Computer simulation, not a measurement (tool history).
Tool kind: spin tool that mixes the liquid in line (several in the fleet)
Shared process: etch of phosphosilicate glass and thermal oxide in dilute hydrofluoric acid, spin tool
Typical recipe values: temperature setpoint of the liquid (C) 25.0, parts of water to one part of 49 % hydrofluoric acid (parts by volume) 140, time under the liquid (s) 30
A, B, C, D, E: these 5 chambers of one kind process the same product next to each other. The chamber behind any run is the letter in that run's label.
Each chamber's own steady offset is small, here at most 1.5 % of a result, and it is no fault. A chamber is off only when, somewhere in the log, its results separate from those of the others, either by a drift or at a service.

run	day	temperature setpoint of the liquid (C)	parts of water to one part of 49 % hydrofluoric acid (parts by volume)	time under the liquid (s)	hours since the thermometer was replaced	hours since the hydrofluoric acid flow meter was replaced	read-back film thickness of the phosphosilicate glass reference wafer, read on the same gauge (nm)	read-back film thickness of the thermal oxide reference wafer, read on the same gauge (nm)	thickness taken off the phosphosilicate glass on a monitor wafer (angstrom)	thickness taken off the thermal oxide on a monitor wafer (angstrom)
1E	0.154	25.0	140	30	697.6	1602.7	99.987	140.00	283.39	9.6344
2B	0.358	25.0	140	30	1736.3	790.3	100.000	140.00	279.80	9.9201
3C	0.558	25.0	140	30	505.2	209.4	99.962	140.04	282.57	9.9724
4A	0.779	25.0	140	30	70.5	711.9	100.000	139.98	286.66	9.4273
5D	0.896	25.0	140	30	755.8	384.4	99.995	139.98	280.48	9.6173
6A	1.104	25.0	140	30	78.3	719.7	100.030	140.00	287.37	10.3530
7D	1.242	25.0	140	40	764.1	392.7	100.020	139.99	375.07	13.2450
8B	1.388	25.0	140	40	1761.0	815.0	99.998	140.01	375.38	12.3890
9E	1.546	25.0	140	40	731.0	1636.1	100.000	140.01	378.40	13.2160
10C	1.712	25.0	140	40	532.9	237.1	99.990	139.97	377.66	12.5850
11D	1.875	25.0	140	40	779.3	407.9	99.970	140.03	376.24	12.9960
12B	1.988	25.0	140	30	1775.4	829.4	99.973	140.00	281.72	9.4353
13E	2.167	25.0	140	30	745.9	1651.0	100.000	139.98	284.44	9.8733
14A	2.362	25.0	140	30	108.5	749.9	99.984	140.02	284.87	9.9676
15C	2.533	27.0	165	30	552.6	256.8	100.010	139.99	249.91	8.4726
16B	2.679	27.0	165	30	1792.0	846.0	99.987	140.00	249.17	8.3405
17A	2.796	27.0	165	30	118.9	760.3	100.030	139.99	253.62	9.1804
18C	3.004	27.0	165	30	563.9	268.1	100.030	140.01	250.75	8.8553
19E	3.204	27.0	165	30	770.8	1675.9	100.010	140.00	251.85	8.3548
20D	3.400	25.0	140	30	815.9	444.5	99.985	139.99	281.54	9.5418
# day 3.433: chamber B: hydrofluoric acid flow meter replaced
21A	3.558	25.0	140	30	137.2	778.6	100.020	139.98	282.23	9.4776
22C	3.788	25.0	90	25	582.7	286.9	100.010	139.97	395.71	12.6210
23E	3.892	25.0	90	25	787.3	1692.4	100.020	140.01	390.69	14.0550
24B	4.112	25.0	90	25	1826.4	16.3	100.010	140.00	393.81	13.9500
25D	4.288	25.0	90	25	837.2	465.8	100.030	140.02	385.19	13.4290
26E	4.396	25.0	90	25	799.4	1704.5	100.030	140.01	393.70	14.2280
27A	4.621	25.0	140	30	162.7	804.1	100.010	139.99	284.31	9.4083
28B	4.729	28.5	140	50	1841.2	31.1	99.996	139.96	534.13	17.9050
29C	4.846	28.5	140	50	608.1	312.3	100.000	140.00	532.65	18.0700
30D	5.058	28.5	140	50	855.7	484.3	100.000	139.99	536.51	18.6130
31D	5.238	28.5	140	50	860.0	488.6	99.980	139.99	538.38	18.0030
32E	5.412	28.5	140	50	823.8	1728.9	100.010	140.01	539.11	18.8030
33C	5.521	25.0	140	30	624.3	328.5	99.971	140.03	284.30	9.3500
34B	5.642	25.0	140	30	1863.1	53.0	99.999	140.00	280.83	10.0730
35A	5.754	25.0	140	30	189.9	831.3	99.998	140.00	285.67	10.0650
36D	5.929	25.0	140	30	876.6	505.2	100.010	140.01	280.78	9.6441
37A	6.075	25.0	140	30	197.6	839.0	99.974	140.00	285.85	9.9956
38E	6.208	25.0	140	30	842.9	1748.0	100.000	139.99	285.36	9.7218
39C	6.362	25.0	140	30	644.5	348.7	99.984	139.98	281.65	8.8494
40B	6.546	25.0	140	30	1884.8	74.7	100.000	139.98	284.40	9.7498
41E	6.721	25.0	140	30	855.2	1760.3	99.999	140.00	285.90	9.4786
42B	6.825	25.0	140	30	1891.5	81.4	100.010	140.01	285.17	10.2810
43D	6.954	25.0	140	30	901.2	529.8	100.000	140.00	281.93	9.9896
44A	7.179	25.0	140	30	224.1	865.5	100.000	140.02	284.99	9.6407

What goes on in this fleet: one chamber off, a drifting gauge, or nothing beyond the chambers' own small offsets? Name the chamber and the cause, if any.

Neither any chamber nor the gauge drifts; the chambers differ only by their own small, steady offsets.
